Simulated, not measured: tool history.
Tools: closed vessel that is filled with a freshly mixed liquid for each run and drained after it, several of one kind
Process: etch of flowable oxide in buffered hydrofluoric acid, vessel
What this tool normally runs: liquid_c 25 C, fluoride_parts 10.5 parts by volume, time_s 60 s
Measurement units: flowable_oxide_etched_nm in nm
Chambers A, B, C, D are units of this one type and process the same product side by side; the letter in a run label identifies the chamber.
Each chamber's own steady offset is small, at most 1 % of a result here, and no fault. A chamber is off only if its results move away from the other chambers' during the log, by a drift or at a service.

run,hour,liquid_c,fluoride_parts,time_s,"read-back film thickness of the flowable oxide reference wafer, read on the same gauge (nm)",flowable_oxide_etched_nm
1C,4.3,25,10.5,60,39.984,160.98
2D,10.9,25,10.5,60,40.01,161.54
3A,15.6,25,10.5,60,40.021,164.33
# hour 16.6: chamber C: hydrofluoric acid flow meter replaced
4B,21.7,25,10.5,60,39.964,160.64
5A,25.7,25,10.5,60,40.011,164.13
6B,30.9,22,10.5,75,39.996,173.63
7C,38.6,22,10.5,75,39.965,172.31
8D,45.1,22,10.5,75,39.999,172.53
9A,51.2,22,10.5,75,40.022,171.22
10D,56.6,25,10.5,60,40.006,161.11
11C,61.7,25,10.5,60,39.984,160.38
12B,68.5,25,10.5,60,39.997,164.43
13D,76.5,25,10.5,60,39.936,161
# hour 81.9: chamber B: hydrofluoric acid flow meter replaced
14C,84.1,25,10.5,60,39.969,161.52
15B,91.7,25,10.5,60,40.053,162.24
16A,96,25,10.5,60,40.026,160.15
17B,102.2,25,10.5,60,39.964,164.29
18A,109.4,25,10.5,60,39.979,156.61
19C,115.1,25,10.5,60,40.018,162.44
20D,120.3,25,10.5,60,39.943,163.37
21A,125.9,21.5,10.5,80,39.933,172.86
22B,132.5,21.5,10.5,80,40,177.49
23C,136.7,21.5,10.5,80,40.049,177.03
24D,140.8,21.5,10.5,80,40,178.61
25A,149.4,25,10.5,60,39.985,155.3
26D,156.3,25,10.5,60,40.014,163
27B,163.9,25,10.5,60,39.984,162.37
28C,169.5,25,10.5,60,40.017,160.3
29A,174.7,21,8,60,40.023,157.92
30D,180.9,21,8,60,39.968,165.34
31C,189.5,21,8,60,40.013,164.45
32B,193.9,21,8,60,39.975,167.16
33A,200.4,25,10.5,60,39.972,151.74
34B,206.1,25,12,60,39.982,141.3

Which is it: a chamber that has drifted or been left off by a service, a gauge drift common to all chambers, or only each chamber's usual small offset? If a chamber is off, name it and its likeliest cause.

Little by little, chamber A moves away from the other chambers.
Likeliest cause: liquid colder than its thermometer reads (K) = 1.39.
It could be hard to tell apart here from: hydrofluoric acid flow below the setpoint (%).

Here are 4 candidates for chamber A's next run, each the usual settings with a change, their results left as question marks. Which one brings its results back in line with what the others give on the usual settings?
Maximum distance from the other chambers' mean on the usual settings for a result to count as in line: flowable_oxide_etched_nm 3.3 nm
35A-1,212.2,27.5,10.5,60,,?
35A-2,212.2,25,9.5,60,,?
35A-3,212.2,22.5,10.5,60,,?
35A-4,212.2,24.5,11,60,,?

Other chambers, usual settings, mean: flowable_oxide_etched_nm 162.15 nm
run,flowable_oxide_etched_nm
35A-1,172.66
35A-2,163.4
35A-3,131.72
35A-4,140.53
The right change is 35A-2: it brings the chamber back within the allowed miss of the others.

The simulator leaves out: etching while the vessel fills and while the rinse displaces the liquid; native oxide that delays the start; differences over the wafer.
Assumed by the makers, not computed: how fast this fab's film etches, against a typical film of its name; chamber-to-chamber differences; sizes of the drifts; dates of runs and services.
